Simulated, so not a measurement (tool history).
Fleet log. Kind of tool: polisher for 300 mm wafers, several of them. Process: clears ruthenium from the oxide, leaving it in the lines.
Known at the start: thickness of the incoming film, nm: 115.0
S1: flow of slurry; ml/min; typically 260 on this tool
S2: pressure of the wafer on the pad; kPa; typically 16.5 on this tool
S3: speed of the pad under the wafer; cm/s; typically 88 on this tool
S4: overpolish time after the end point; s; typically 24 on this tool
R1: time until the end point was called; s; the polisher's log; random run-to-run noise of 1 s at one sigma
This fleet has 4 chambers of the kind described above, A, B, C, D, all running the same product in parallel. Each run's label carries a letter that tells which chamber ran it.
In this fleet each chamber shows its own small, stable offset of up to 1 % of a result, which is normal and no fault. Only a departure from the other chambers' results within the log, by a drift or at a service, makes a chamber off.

{"day": 0.317, "done": "chamber B: worn pad replaced by a new one"}
{"run": "1C", "day": 0.433, "S1": 260, "S2": 16.5, "S3": 88, "S4": 24, "R1": 109.85}
{"day": 0.646, "done": "chamber D: worn pad replaced by a new one"}
{"run": "2B", "day": 0.771, "S1": 260, "S2": 16.5, "S3": 88, "S4": 24, "R1": 110.8}
{"run": "3D", "day": 1.217, "S1": 260, "S2": 16.5, "S3": 88, "S4": 24, "R1": 111.46}
{"day": 1.454, "done": "chamber A: worn pad replaced by a new one"}
{"run": "4A", "day": 1.621, "S1": 260, "S2": 16.5, "S3": 88, "S4": 24, "R1": 110.62}
{"run": "5D", "day": 2.033, "S1": 260, "S2": 16.5, "S3": 88, "S4": 24, "R1": 110.53}
{"day": 2.042, "done": "chamber C: worn pad replaced by a new one"}
{"run": "6C", "day": 2.454, "S1": 260, "S2": 16.5, "S3": 88, "S4": 24, "R1": 110.32}
{"run": "7A", "day": 2.892, "S1": 260, "S2": 16.5, "S3": 88, "S4": 28, "R1": 108.22}
{"run": "8B", "day": 3.212, "S1": 260, "S2": 16.5, "S3": 88, "S4": 28, "R1": 108.57}
{"run": "9B", "day": 3.562, "S1": 260, "S2": 16.5, "S3": 88, "S4": 28, "R1": 110.67}
{"day": 3.596, "done": "chamber B: worn pad replaced by a new one"}
{"run": "10D", "day": 3.804, "S1": 260, "S2": 16.5, "S3": 88, "S4": 28, "R1": 110.75}
{"run": "11A", "day": 4.283, "S1": 260, "S2": 16.5, "S3": 88, "S4": 24, "R1": 109}
{"run": "12C", "day": 4.771, "S1": 260, "S2": 16.5, "S3": 88, "S4": 24, "R1": 109.34}
{"day": 4.838, "done": "chamber D: worn pad replaced by a new one"}
{"run": "13C", "day": 5.067, "S1": 260, "S2": 16.5, "S3": 88, "S4": 24, "R1": 110.13}
{"run": "14D", "day": 5.4, "S1": 260, "S2": 16.5, "S3": 88, "S4": 24, "R1": 110.43}
{"day": 5.442, "done": "chamber C: slurry nozzle cleaned"}
{"run": "15B", "day": 5.846, "S1": 260, "S2": 16.5, "S3": 88, "S4": 24, "R1": 110.66}
{"day": 5.996, "done": "chamber C: worn pad replaced by a new one"}
{"run": "16A", "day": 6.362, "S1": 260, "S2": 16.5, "S3": 88, "S4": 24, "R1": 109.46}
{"run": "17D", "day": 6.671, "S1": 260, "S2": 16.5, "S3": 88, "S4": 24, "R1": 110.99}
{"day": 6.871, "done": "chamber A: worn pad replaced by a new one"}
{"run": "18C", "day": 7.204, "S1": 260, "S2": 16.5, "S3": 88, "S4": 24, "R1": 107.93}
{"run": "19B", "day": 7.504, "S1": 350, "S2": 16.5, "S3": 78, "S4": 24, "R1": 122.58}
{"day": 7.633, "done": "chamber B: slurry nozzle cleaned"}
{"day": 7.767, "done": "chamber B: worn pad replaced by a new one"}
{"run": "20A", "day": 7.842, "S1": 350, "S2": 16.5, "S3": 78, "S4": 24, "R1": 118.72}
{"day": 8.246, "done": "chamber C: head pressure recalibrated"}
{"run": "21D", "day": 8.25, "S1": 350, "S2": 16.5, "S3": 78, "S4": 24, "R1": 120.71}
{"run": "22A", "day": 8.612, "S1": 350, "S2": 16.5, "S3": 78, "S4": 24, "R1": 119.54}
{"run": "23B", "day": 9.008, "S1": 260, "S2": 16.5, "S3": 88, "S4": 24, "R1": 110.67}
{"day": 9.35, "done": "chamber D: worn pad replaced by a new one"}
{"run": "24C", "day": 9.504, "S1": 260, "S2": 16.5, "S3": 66, "S4": 33, "R1": 146.49}
{"day": 9.879, "done": "chamber C: worn pad replaced by a new one"}
{"run": "25B", "day": 9.996, "S1": 260, "S2": 16.5, "S3": 66, "S4": 33, "R1": 146.25}
{"run": "26D", "day": 10.546, "S1": 260, "S2": 16.5, "S3": 66, "S4": 33, "R1": 148.75}
{"day": 11.004, "done": "chamber A: head pressure recalibrated"}
{"run": "27A", "day": 11.038, "S1": 260, "S2": 16.5, "S3": 66, "S4": 33, "R1": 130.42}
{"run": "28C", "day": 11.388, "S1": 260, "S2": 16.5, "S3": 88, "S4": 24, "R1": 111.08}
{"day": 11.488, "done": "chamber B: worn pad replaced by a new one"}
{"run": "29C", "day": 11.912, "S1": 260, "S2": 16.5, "S3": 88, "S4": 24, "R1": 109.66}
{"run": "30A", "day": 12.171, "S1": 260, "S2": 16.5, "S3": 88, "S4": 24, "R1": 98.219}
{"day": 12.454, "done": "chamber A: worn pad replaced by a new one"}
{"run": "31D", "day": 12.625, "S1": 260, "S2": 21.4, "S3": 88, "S4": 36, "R1": 84.244}
{"day": 12.817, "done": "chamber C: worn pad replaced by a new one"}
{"run": "32B", "day": 12.867, "S1": 260, "S2": 21.4, "S3": 88, "S4": 36, "R1": 85.517}
{"run": "33C", "day": 13.262, "S1": 260, "S2": 21.4, "S3": 88, "S4": 36, "R1": 86.305}
{"day": 13.425, "done": "chamber A: slurry nozzle cleaned"}
{"run": "34B", "day": 13.529, "S1": 260, "S2": 21.4, "S3": 88, "S4": 36, "R1": 84.926}
{"run": "35D", "day": 13.975, "S1": 260, "S2": 16.5, "S3": 88, "S4": 24, "R1": 110.67}
{"run": "36A", "day": 14.217, "S1": 260, "S2": 17.9, "S3": 116, "S4": 24, "R1": 69.638}
{"day": 14.288, "done": "chamber D: worn pad replaced by a new one"}
{"run": "37C", "day": 14.742, "S1": 260, "S2": 17.9, "S3": 116, "S4": 24, "R1": 77.3}
{"day": 15.092, "done": "chamber B: worn pad replaced by a new one"}
{"run": "38A", "day": 15.138, "S1": 260, "S2": 17.9, "S3": 116, "S4": 24, "R1": 70.597}
{"day": 15.346, "done": "chamber B: slurry nozzle cleaned"}
{"run": "39B", "day": 15.575, "S1": 260, "S2": 17.9, "S3": 116, "S4": 24, "R1": 78.963}
{"run": "40D", "day": 16.058, "S1": 190, "S2": 22.1, "S3": 88, "S4": 24, "R1": 84.759}
{"day": 16.233, "done": "chamber D: head pressure recalibrated"}
{"run": "41A", "day": 16.354, "S1": 190, "S2": 22.1, "S3": 88, "S4": 24, "R1": 76.921}
{"day": 16.625, "done": "chamber C: worn pad replaced by a new one"}
{"run": "42C", "day": 16.883, "S1": 190, "S2": 22.1, "S3": 88, "S4": 24, "R1": 86.086}
{"run": "43D", "day": 17.221, "S1": 190, "S2": 22.1, "S3": 88, "S4": 24, "R1": 85.113}

All 4 chambers run these settings next. Forecast each chamber's results:
{"run": "44A", "day": 17.617, "S1": 260, "S2": 16.5, "S3": 88, "S4": 24, "R1": "?"}
{"run": "44B", "day": 17.617, "S1": 260, "S2": 16.5, "S3": 88, "S4": 24, "R1": "?"}
{"run": "44C", "day": 17.617, "S1": 260, "S2": 16.5, "S3": 88, "S4": 24, "R1": "?"}
{"run": "44D", "day": 17.617, "S1": 260, "S2": 16.5, "S3": 88, "S4": 24, "R1": "?"}

run=44A R1=97.905
run=44B R1=110.73
run=44C R1=110.9
run=44D R1=110.62
